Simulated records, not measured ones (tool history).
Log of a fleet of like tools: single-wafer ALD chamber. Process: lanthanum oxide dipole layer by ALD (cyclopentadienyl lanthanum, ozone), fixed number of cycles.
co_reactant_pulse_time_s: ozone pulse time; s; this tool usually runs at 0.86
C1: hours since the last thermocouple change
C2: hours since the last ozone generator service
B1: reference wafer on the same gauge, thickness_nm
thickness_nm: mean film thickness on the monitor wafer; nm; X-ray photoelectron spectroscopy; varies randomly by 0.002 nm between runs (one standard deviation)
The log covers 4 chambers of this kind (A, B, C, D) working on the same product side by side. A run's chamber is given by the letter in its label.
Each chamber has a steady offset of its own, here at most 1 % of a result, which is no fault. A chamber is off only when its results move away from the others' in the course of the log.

Run 1D, day 0.217: usual settings; C1 54.9; C2 642.9; B1 0.5149. Result: thickness_nm 0.47289 nm.
Run 2A, day 0.488: usual settings; C1 516.4; C2 934; B1 0.51479. Result: thickness_nm 0.47644 nm.
Run 3C, day 0.712: usual settings; C1 57.4; C2 975.6; B1 0.51557. Result: thickness_nm 0.48146 nm.
Run 4B, day 0.9: usual settings; C1 2003.3; C2 761.9; B1 0.51474. Result: thickness_nm 0.47559 nm.
Run 5A, day 1.146: usual settings; C1 532.2; C2 949.8; B1 0.51539. Result: thickness_nm 0.47843 nm.
Run 6B, day 1.446: usual settings; C1 2016.4; C2 775; B1 0.51494. Result: thickness_nm 0.47921 nm.
Run 7C, day 1.742: usual settings; C1 82.1; C2 1000.3; B1 0.51471. Result: thickness_nm 0.47953 nm.
Run 8D, day 2.062: usual settings; C1 99.2; C2 687.2; B1 0.51533. Result: thickness_nm 0.47473 nm.
Run 9A, day 2.258: usual settings; C1 558.9; C2 976.5; B1 0.51455. Result: thickness_nm 0.47092 nm.
Run 10B, day 2.508: usual settings; C1 2041.9; C2 800.5; B1 0.51497. Result: thickness_nm 0.47625 nm.
Run 11D, day 2.738: usual settings; C1 115.4; C2 703.4; B1 0.51525. Result: thickness_nm 0.47345 nm.
Run 12C, day 2.908: usual settings but co_reactant_pulse_time_s 0.98 s; C1 110.1; C2 1028.3; B1 0.51478. Result: thickness_nm 0.4993 nm.
Run 13B, day 3.171: usual settings but co_reactant_pulse_time_s 0.98 s; C1 2057.8; C2 816.4; B1 0.51537. Result: thickness_nm 0.498 nm.
Run 14A, day 3.471: usual settings but co_reactant_pulse_time_s 0.98 s; C1 588; C2 1005.6; B1 0.51473. Result: thickness_nm 0.50011 nm.
Run 15D, day 3.817: usual settings but co_reactant_pulse_time_s 0.98 s; C1 141.3; C2 729.3; B1 0.51574. Result: thickness_nm 0.49702 nm.
Run 16C, day 4.042: usual settings; C1 137.3; C2 1055.5; B1 0.51539. Result: thickness_nm 0.47993 nm.
Run 17A, day 4.358: usual settings; C1 609.3; C2 1026.9; B1 0.51561. Result: thickness_nm 0.46861 nm.
Run 18C, day 4.521: usual settings; C1 148.8; C2 1067; B1 0.51479. Result: thickness_nm 0.47807 nm.
Run 19B, day 4.821: usual settings; C1 2097.4; C2 856; B1 0.51463. Result: thickness_nm 0.47531 nm.
Run 20D, day 5.05: usual settings; C1 170.9; C2 758.9; B1 0.51532. Result: thickness_nm 0.47414 nm.
Run 21D, day 5.346: usual settings; C1 178; C2 766; B1 0.51456. Result: thickness_nm 0.47607 nm.
Run 22B, day 5.521: usual settings but co_reactant_pulse_time_s 1.07 s; C1 2114.2; C2 872.8; B1 0.51479. Result: thickness_nm 0.51374 nm.
Run 23C, day 5.788: usual settings but co_reactant_pulse_time_s 1.07 s; C1 179.2; C2 1097.4; B1 0.51571. Result: thickness_nm 0.51275 nm.
Run 24A, day 6.138: usual settings but co_reactant_pulse_time_s 1.07 s; C1 652; C2 1069.6; B1 0.51486. Result: thickness_nm 0.50439 nm.
Run 25B, day 6.358: usual settings but co_reactant_pulse_time_s 1.07 s; C1 2134.3; C2 892.9; B1 0.51552. Result: thickness_nm 0.51408 nm.
Run 26D, day 6.588: usual settings; C1 207.8; C2 795.8; B1 0.51522. Result: thickness_nm 0.47621 nm.
Run 27A, day 6.875: usual settings; C1 669.7; C2 1087.3; B1 0.51546. Result: thickness_nm 0.46844 nm.
At day 6.938: chamber C: ozone generator serviced.
Run 28C, day 7.054: usual settings; C1 209.6; C2 2.9; B1 0.51501. Result: thickness_nm 0.47629 nm.
Run 29D, day 7.3: usual settings; C1 224.9; C2 812.9; B1 0.51444. Result: thickness_nm 0.47472 nm.
Run 30B, day 7.492: usual settings; C1 2161.5; C2 920.1; B1 0.51518. Result: thickness_nm 0.48041 nm.
Run 31A, day 7.758: usual settings; C1 690.9; C2 1108.5; B1 0.51499. Result: thickness_nm 0.46539 nm.
Run 32C, day 7.992: usual settings; C1 232.1; C2 25.4; B1 0.51539. Result: thickness_nm 0.48044 nm.
Run 33D, day 8.308: usual settings; C1 249.1; C2 837.1; B1 0.51468. Result: thickness_nm 0.47518 nm.

Predict what each chamber gives when all 4 of them run the settings below next.
Run 34A, day 8.562: usual settings but co_reactant_pulse_time_s 0.56 s. Result: thickness_nm ?.
Run 34B, day 8.562: usual settings but co_reactant_pulse_time_s 0.56 s. Result: thickness_nm ?.
Run 34C, day 8.562: usual settings but co_reactant_pulse_time_s 0.56 s. Result: thickness_nm ?.
Run 34D, day 8.562: usual settings but co_reactant_pulse_time_s 0.56 s. Result: thickness_nm ?.

run  thickness_nm
34A        0.3756
34B       0.38932
34C       0.39314
34D       0.38534
